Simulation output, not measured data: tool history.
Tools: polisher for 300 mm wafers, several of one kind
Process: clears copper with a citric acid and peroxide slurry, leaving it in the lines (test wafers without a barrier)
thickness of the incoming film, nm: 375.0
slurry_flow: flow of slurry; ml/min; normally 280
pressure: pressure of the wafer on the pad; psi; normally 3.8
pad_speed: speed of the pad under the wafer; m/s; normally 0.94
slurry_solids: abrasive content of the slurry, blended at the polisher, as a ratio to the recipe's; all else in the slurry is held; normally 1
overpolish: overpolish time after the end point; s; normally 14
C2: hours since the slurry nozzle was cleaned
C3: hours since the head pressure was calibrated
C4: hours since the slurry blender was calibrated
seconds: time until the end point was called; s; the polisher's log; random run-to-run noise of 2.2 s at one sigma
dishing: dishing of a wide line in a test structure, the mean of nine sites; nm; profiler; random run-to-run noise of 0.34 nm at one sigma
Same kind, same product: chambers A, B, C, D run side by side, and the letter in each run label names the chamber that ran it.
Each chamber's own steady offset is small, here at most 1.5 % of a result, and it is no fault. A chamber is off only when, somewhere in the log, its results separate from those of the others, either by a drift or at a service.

-- hour=11.8 chamber C: head pressure recalibrated
run 1A hour=14.2 | slurry_flow=280 pressure=3.8 pad_speed=0.94 slurry_solids=1 overpolish=14 | wafers_polished_on_this_pad=325 C2=270.5 C3=1317.3 C4=189.5 | seconds=123.43 dishing=30.22
-- hour=15.9 chamber D: slurry blender recalibrated
-- hour=19.8 chamber C: worn pad replaced by a new one
run 2D hour=22.2 | slurry_flow=280 pressure=3.8 pad_speed=0.94 slurry_solids=1 overpolish=14 | wafers_polished_on_this_pad=246 C2=169.7 C3=173.3 C4=6.4 | seconds=118.84 dishing=30.533
run 3C hour=36.8 | slurry_flow=280 pressure=3.8 pad_speed=0.94 slurry_solids=1 overpolish=14 | wafers_polished_on_this_pad=140 C2=454.9 C3=25 C4=400.7 | seconds=119.19 dishing=29.613
run 4B hour=47.4 | slurry_flow=280 pressure=3.8 pad_speed=0.94 slurry_solids=1 overpolish=14 | wafers_polished_on_this_pad=1277 C2=340.2 C3=765.6 C4=250.4 | seconds=118.07 dishing=30.172
run 5A hour=56.6 | slurry_flow=280 pressure=3.8 pad_speed=0.94 slurry_solids=1 overpolish=14 | wafers_polished_on_this_pad=675 C2=312.9 C3=1359.7 C4=231.9 | seconds=120.66 dishing=30.137
-- hour=58.2 chamber D: worn pad replaced by a new one
-- hour=66.1 chamber C: slurry nozzle cleaned
run 6C hour=71.7 | slurry_flow=280 pressure=3.8 pad_speed=0.94 slurry_solids=1 overpolish=14 | wafers_polished_on_this_pad=428 C2=5.6 C3=59.9 C4=435.6 | seconds=122.98 dishing=30.67
run 7B hour=84.8 | slurry_flow=280 pressure=3.8 pad_speed=1.06 slurry_solids=1 overpolish=17 | wafers_polished_on_this_pad=1586 C2=377.6 C3=803 C4=287.8 | seconds=104.06 dishing=39.282
-- hour=87.2 chamber B: worn pad replaced by a new one
run 8D hour=96.9 | slurry_flow=280 pressure=3.8 pad_speed=1.06 slurry_solids=1 overpolish=17 | wafers_polished_on_this_pad=320 C2=244.4 C3=248 C4=81.1 | seconds=105.45 dishing=39.775
run 9C hour=111 | slurry_flow=280 pressure=3.8 pad_speed=1.06 slurry_solids=1 overpolish=17 | wafers_polished_on_this_pad=753 C2=44.9 C3=99.2 C4=474.9 | seconds=105.33 dishing=39.42
-- hour=112.2 chamber C: worn pad replaced by a new one
-- hour=113.6 chamber A: head pressure recalibrated
-- hour=115.3 chamber D: worn pad replaced by a new one
run 10B hour=117.7 | slurry_flow=280 pressure=3.8 pad_speed=1.06 slurry_solids=1 overpolish=17 | wafers_polished_on_this_pad=252 C2=410.5 C3=835.9 C4=320.7 | seconds=105.65 dishing=39.553
run 11D hour=127.8 | slurry_flow=280 pressure=3.8 pad_speed=0.94 slurry_solids=1 overpolish=14 | wafers_polished_on_this_pad=103 C2=275.3 C3=278.9 C4=112 | seconds=122.07 dishing=30.348
-- hour=130.5 chamber A: worn pad replaced by a new one
-- hour=136 chamber C: slurry blender recalibrated
-- hour=136.3 chamber A: slurry blender recalibrated
run 12A hour=142.5 | slurry_flow=280 pressure=3.8 pad_speed=0.94 slurry_solids=1 overpolish=14 | wafers_polished_on_this_pad=99 C2=398.8 C3=29 C4=6.3 | seconds=122.32 dishing=29.73
run 13A hour=150.3 | slurry_flow=280 pressure=3.2 pad_speed=0.74 slurry_solids=1 overpolish=14 | wafers_polished_on_this_pad=163 C2=406.6 C3=36.8 C4=14.1 | seconds=178.9 dishing=20.79
run 14D hour=165.4 | slurry_flow=280 pressure=3.2 pad_speed=0.74 slurry_solids=1 overpolish=14 | wafers_polished_on_this_pad=413 C2=312.9 C3=316.5 C4=149.6 | seconds=175.11 dishing=21.643
-- hour=172.5 chamber B: slurry blender recalibrated
run 15B hour=175.2 | slurry_flow=280 pressure=3.2 pad_speed=0.74 slurry_solids=1 overpolish=14 | wafers_polished_on_this_pad=727 C2=468 C3=893.4 C4=2.8 | seconds=175.67 dishing=20.84
-- hour=176.6 chamber D: worn pad replaced by a new one
-- hour=179.9 chamber D: slurry blender recalibrated
run 16C hour=186.1 | slurry_flow=280 pressure=3.2 pad_speed=0.74 slurry_solids=1 overpolish=14 | wafers_polished_on_this_pad=610 C2=120 C3=174.3 C4=50.2 | seconds=179.24 dishing=21.177
run 17B hour=199.1 | slurry_flow=280 pressure=3.8 pad_speed=0.94 slurry_solids=1 overpolish=14 | wafers_polished_on_this_pad=924 C2=491.9 C3=917.3 C4=26.7 | seconds=119.11 dishing=30.3
-- hour=199.8 chamber C: worn pad replaced by a new one
run 18D hour=211.8 | slurry_flow=280 pressure=2.8 pad_speed=0.94 slurry_solids=0.9 overpolish=14 | wafers_polished_on_this_pad=290 C2=359.3 C3=362.9 C4=32 | seconds=165.38 dishing=22.664
-- hour=219.8 chamber B: slurry nozzle cleaned
run 19A hour=227.2 | slurry_flow=280 pressure=2.8 pad_speed=0.94 slurry_solids=0.9 overpolish=14 | wafers_polished_on_this_pad=798 C2=483.5 C3=113.7 C4=91 | seconds=162.99 dishing=22.414
-- hour=236 chamber D: worn pad replaced by a new one
-- hour=236.7 chamber B: worn pad replaced by a new one
run 20C hour=238.6 | slurry_flow=280 pressure=2.8 pad_speed=0.94 slurry_solids=0.9 overpolish=14 | wafers_polished_on_this_pad=320 C2=172.5 C3=226.8 C4=102.7 | seconds=165.45 dishing=22.558
run 21A hour=251.3 | slurry_flow=280 pressure=2.8 pad_speed=0.94 slurry_solids=0.9 overpolish=14 | wafers_polished_on_this_pad=997 C2=507.6 C3=137.8 C4=115.1 | seconds=161.34 dishing=22.098
run 22D hour=265.7 | slurry_flow=280 pressure=3.8 pad_speed=0.82 slurry_solids=1 overpolish=17 | wafers_polished_on_this_pad=245 C2=413.2 C3=416.8 C4=85.9 | seconds=136.94 dishing=31.698
-- hour=269.4 chamber A: worn pad replaced by a new one
run 23B hour=278.2 | slurry_flow=280 pressure=3.8 pad_speed=0.82 slurry_solids=1 overpolish=17 | wafers_polished_on_this_pad=343 C2=58.5 C3=996.4 C4=105.8 | seconds=138.82 dishing=31.647
run 24C hour=287.9 | slurry_flow=280 pressure=3.8 pad_speed=0.82 slurry_solids=1 overpolish=17 | wafers_polished_on_this_pad=727 C2=221.8 C3=276.1 C4=152 | seconds=139.18 dishing=31.919
run 25A hour=300 | slurry_flow=280 pressure=3.8 pad_speed=0.82 slurry_solids=1 overpolish=17 | wafers_polished_on_this_pad=252 C2=556.3 C3=186.5 C4=163.8 | seconds=136.59 dishing=31.205
-- hour=303 chamber C: worn pad replaced by a new one
-- hour=310.6 chamber D: worn pad replaced by a new one
run 26B hour=310.8 | slurry_flow=280 pressure=3.8 pad_speed=0.94 slurry_solids=1 overpolish=14 | wafers_polished_on_this_pad=612 C2=91.1 C3=1029 C4=138.4 | seconds=122.05 dishing=30.741
run 27C hour=319.3 | slurry_flow=280 pressure=3.8 pad_speed=0.94 slurry_solids=0.75 overpolish=7 | wafers_polished_on_this_pad=134 C2=253.2 C3=307.5 C4=183.4 | seconds=127.97 dishing=15.387
run 28D hour=329.4 | slurry_flow=280 pressure=3.8 pad_speed=0.94 slurry_solids=0.75 overpolish=7 | wafers_polished_on_this_pad=155 C2=476.9 C3=480.5 C4=149.6 | seconds=131.08 dishing=15.571

Decide between three cases: one chamber stands off from its peers, the gauge reading all wafers drifts, or nothing is wrong past each chamber's small offset. Where a chamber is off, say which and what most likely put it there.

Beyond each chamber's small constant offset nothing stands out, and the gauge stays steady.
